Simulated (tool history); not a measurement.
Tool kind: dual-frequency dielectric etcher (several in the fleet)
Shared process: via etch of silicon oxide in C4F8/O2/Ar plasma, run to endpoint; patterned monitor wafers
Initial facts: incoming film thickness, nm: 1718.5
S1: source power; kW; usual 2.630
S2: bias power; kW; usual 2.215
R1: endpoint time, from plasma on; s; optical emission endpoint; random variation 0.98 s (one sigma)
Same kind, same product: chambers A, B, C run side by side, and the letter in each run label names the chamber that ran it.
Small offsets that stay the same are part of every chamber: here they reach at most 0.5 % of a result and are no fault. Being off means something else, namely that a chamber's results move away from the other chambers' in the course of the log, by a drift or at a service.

run 1C hour=11.1 | S1=2.630 S2=2.215 | R1=295.05
run 2B hour=16.9 | S1=2.630 S2=2.215 | R1=294.71
-- hour=24.9 chamber C: bias power generator calibrated
run 3A hour=27.3 | S1=2.630 S2=2.215 | R1=295.58
run 4B hour=38.8 | S1=2.630 S2=2.215 | R1=295.53
-- hour=44.7 chamber B: bias power generator calibrated
run 5A hour=48.5 | S1=2.630 S2=2.215 | R1=295.52
run 6C hour=61.5 | S1=2.060 S2=2.533 | R1=311.88
run 7C hour=70.3 | S1=2.060 S2=2.533 | R1=313.42
run 8B hour=82.5 | S1=2.060 S2=2.533 | R1=312.34
run 9A hour=92.7 | S1=2.630 S2=2.215 | R1=295.75
run 10B hour=105.5 | S1=2.630 S2=2.215 | R1=294.93
run 11A hour=116.2 | S1=2.930 S2=2.481 | R1=273.65
run 12C hour=124.4 | S1=2.930 S2=2.481 | R1=275.83
run 13B hour=133.4 | S1=2.930 S2=2.481 | R1=275.43
run 14C hour=139.8 | S1=3.010 S2=1.891 | R1=295.71
run 15A hour=152.6 | S1=3.010 S2=1.891 | R1=294.00
run 16C hour=160.4 | S1=3.010 S2=1.891 | R1=295.43
run 17B hour=166.5 | S1=2.630 S2=2.029 | R1=301.83
run 18A hour=172.9 | S1=2.630 S2=2.029 | R1=301.62
run 19A hour=180.2 | S1=2.630 S2=2.029 | R1=301.79
run 20C hour=190.5 | S1=2.630 S2=2.215 | R1=300.63
run 21B hour=200.3 | S1=2.630 S2=2.215 | R1=295.91
run 22A hour=213.2 | S1=2.630 S2=2.215 | R1=296.54
run 23B hour=220.6 | S1=2.630 S2=2.215 | R1=292.47
run 24C hour=230.5 | S1=2.210 S2=2.494 | R1=311.34
run 25A hour=240.5 | S1=2.210 S2=2.494 | R1=305.18
run 26B hour=249.9 | S1=2.210 S2=2.494 | R1=307.14
run 27C hour=262.6 | S1=2.630 S2=2.215 | R1=302.68
run 28B hour=274.6 | S1=2.630 S2=2.215 | R1=296.60
run 29C hour=281.0 | S1=2.630 S2=2.215 | R1=300.89
run 30A hour=292.9 | S1=2.630 S2=2.215 | R1=295.76
run 31B hour=302.6 | S1=2.630 S2=2.215 | R1=295.87
run 32A hour=311.3 | S1=2.630 S2=2.215 | R1=295.23
run 33C hour=320.0 | S1=2.630 S2=2.215 | R1=303.82
run 34A hour=325.7 | S1=2.630 S2=2.215 | R1=296.91
run 35B hour=334.6 | S1=2.630 S2=2.215 | R1=293.85

Has any chamber moved away from the others, gradually or after a service, or does the common gauge drift, or do the chambers differ only by their own small steady offsets? State the chamber and the most likely cause if one applies.

One chamber, C, drifts off from the rest bit by bit.
Likeliest cause: etch rate under this chamber's usual, % = 3.2.

Chamber C could run next with any of the 4 candidate recipes listed below; each alters the usual settings, and their results appear as question marks. Which one brings its results back in line with what the other chambers deliver on the usual settings?
Allowed miss from the other chambers' usual-settings mean, per result, to count as in line: R1 3.40 s
run 36C-1 hour=343.9 | S1=2.670 S2=2.237 | R1=?
run 36C-2 hour=343.9 | S1=2.590 S2=2.193 | R1=?
run 36C-3 hour=343.9 | S1=2.760 S2=2.292 | R1=?
run 36C-4 hour=343.9 | S1=2.500 S2=2.138 | R1=?

Mean of the other chambers on the usual settings: R1 295.47 s
run=36C-1 R1=301.33
run=36C-2 R1=306.77
run=36C-3 R1=295.29
run=36C-4 R1=313.42
36C-3 is the one that brings the chamber's results back in line with the other chambers.
